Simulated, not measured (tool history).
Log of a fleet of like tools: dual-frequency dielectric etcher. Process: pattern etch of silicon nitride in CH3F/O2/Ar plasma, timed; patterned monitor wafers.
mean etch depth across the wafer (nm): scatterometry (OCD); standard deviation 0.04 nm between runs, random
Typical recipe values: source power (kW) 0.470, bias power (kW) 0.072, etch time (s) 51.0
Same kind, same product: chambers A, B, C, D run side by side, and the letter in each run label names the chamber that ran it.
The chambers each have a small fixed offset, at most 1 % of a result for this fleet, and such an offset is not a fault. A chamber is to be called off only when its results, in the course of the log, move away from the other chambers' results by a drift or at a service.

run   hour  source power (kW)  bias power (kW)  etch time (s)  read-back reference wafer on the same gauge, depth_nm  mean etch depth across the wafer (nm)
 1B    8.7              0.470            0.072           51.0                                                 43.082                                 38.138
 2D   17.6              0.470            0.072           51.0                                                 43.093                                 38.054
 3C   25.2              0.470            0.072           51.0                                                 43.107                                 37.574
 4A   35.3              0.470            0.072           51.0                                                 43.084                                 37.770
 5D   46.6              0.470            0.072           51.0                                                 43.073                                 37.985
 6C   58.2              0.570            0.072           51.0                                                 43.077                                 40.397
 7B   70.8              0.570            0.072           51.0                                                 43.054                                 41.072
 8A   79.7              0.570            0.072           51.0                                                 43.062                                 40.587
 9A   86.2              0.570            0.072           51.0                                                 43.044                                 40.632
10C   94.1              0.470            0.072           51.0                                                 43.058                                 37.582
      94.9  -- chamber B: source power generator calibrated
11D  106.0              0.470            0.072           51.0                                                 43.045                                 38.006
12B  112.6              0.470            0.072           51.0                                                 43.041                                 38.059
13B  122.5              0.470            0.072           51.0                                                 43.045                                 38.094
     128.4  -- chamber A: wet clean of the chamber
14C  130.6              0.470            0.072           51.0                                                 43.030                                 37.508
15D  140.0              0.470            0.072           51.0                                                 43.025                                 37.992
16A  148.0              0.470            0.072           51.0                                                 43.032                                 37.815
17A  153.6              0.470            0.072           51.0                                                 43.020                                 37.792
18D  161.6              0.470            0.072           51.0                                                 43.018                                 37.906
19B  174.1              0.470            0.072           51.0                                                 43.017                                 38.004
     177.2  -- chamber C: bias power generator calibrated
20C  182.4              0.470            0.072           55.5                                                 43.021                                 40.838
21B  188.0              0.470            0.072           55.5                                                 43.005                                 41.485
22A  195.3              0.470            0.072           55.5                                                 42.991                                 41.062
23C  207.4              0.470            0.072           55.5                                                 42.994                                 40.821
24D  215.7              0.470            0.072           51.0                                                 42.993                                 37.926
25D  225.5              0.380            0.072           57.0                                                 42.999                                 39.087
26B  233.3              0.380            0.072           57.0                                                 42.983                                 39.164
27A  241.8              0.380            0.072           57.0                                                 42.981                                 38.945
28C  248.4              0.380            0.072           57.0                                                 42.985                                 38.686
29C  254.7              0.470            0.072           51.0                                                 42.970                                 37.491
     255.8  -- chamber B: bias power generator calibrated
30B  266.9              0.470            0.072           51.0                                                 42.977                                 38.120
31A  276.0              0.470            0.072           51.0                                                 42.964                                 37.780
32D  284.7              0.470            0.072           51.0                                                 42.972                                 37.905
33B  294.1              0.470            0.072           51.0                                                 42.952                                 38.065
34D  302.7              0.470            0.072           51.0                                                 42.960                                 37.928
35C  311.0              0.470            0.072           51.0                                                 42.954                                 37.552
36A  321.2              0.550            0.072           51.0                                                 42.949                                 40.010
     322.3  -- chamber C: wet clean of the chamber
37D  331.3              0.550            0.072           51.0                                                 42.940                                 40.261
38B  341.7              0.550            0.072           51.0                                                 42.935                                 40.344
39C  350.5              0.550            0.072           51.0                                                 42.921                                 39.728
40A  359.6              0.470            0.072           51.0                                                 42.927                                 37.676
41A  368.4              0.470            0.072           51.0                                                 42.912                                 37.667
42C  376.7              0.470            0.072           51.0                                                 42.930                                 37.409

All chambers now run identical settings, listed one chamber a line with results as question marks. What results will each chamber show?
43A  385.9              0.470            0.072           51.0                                                                                             ?
43B  385.9              0.470            0.072           51.0                                                                                             ?
43C  385.9              0.470            0.072           51.0                                                                                             ?
43D  385.9              0.470            0.072           51.0                                                                                             ?

run  mean etch depth across the wafer (nm)
43A                                 37.682
43B                                 38.016
43C                                 37.438
43D                                 37.890
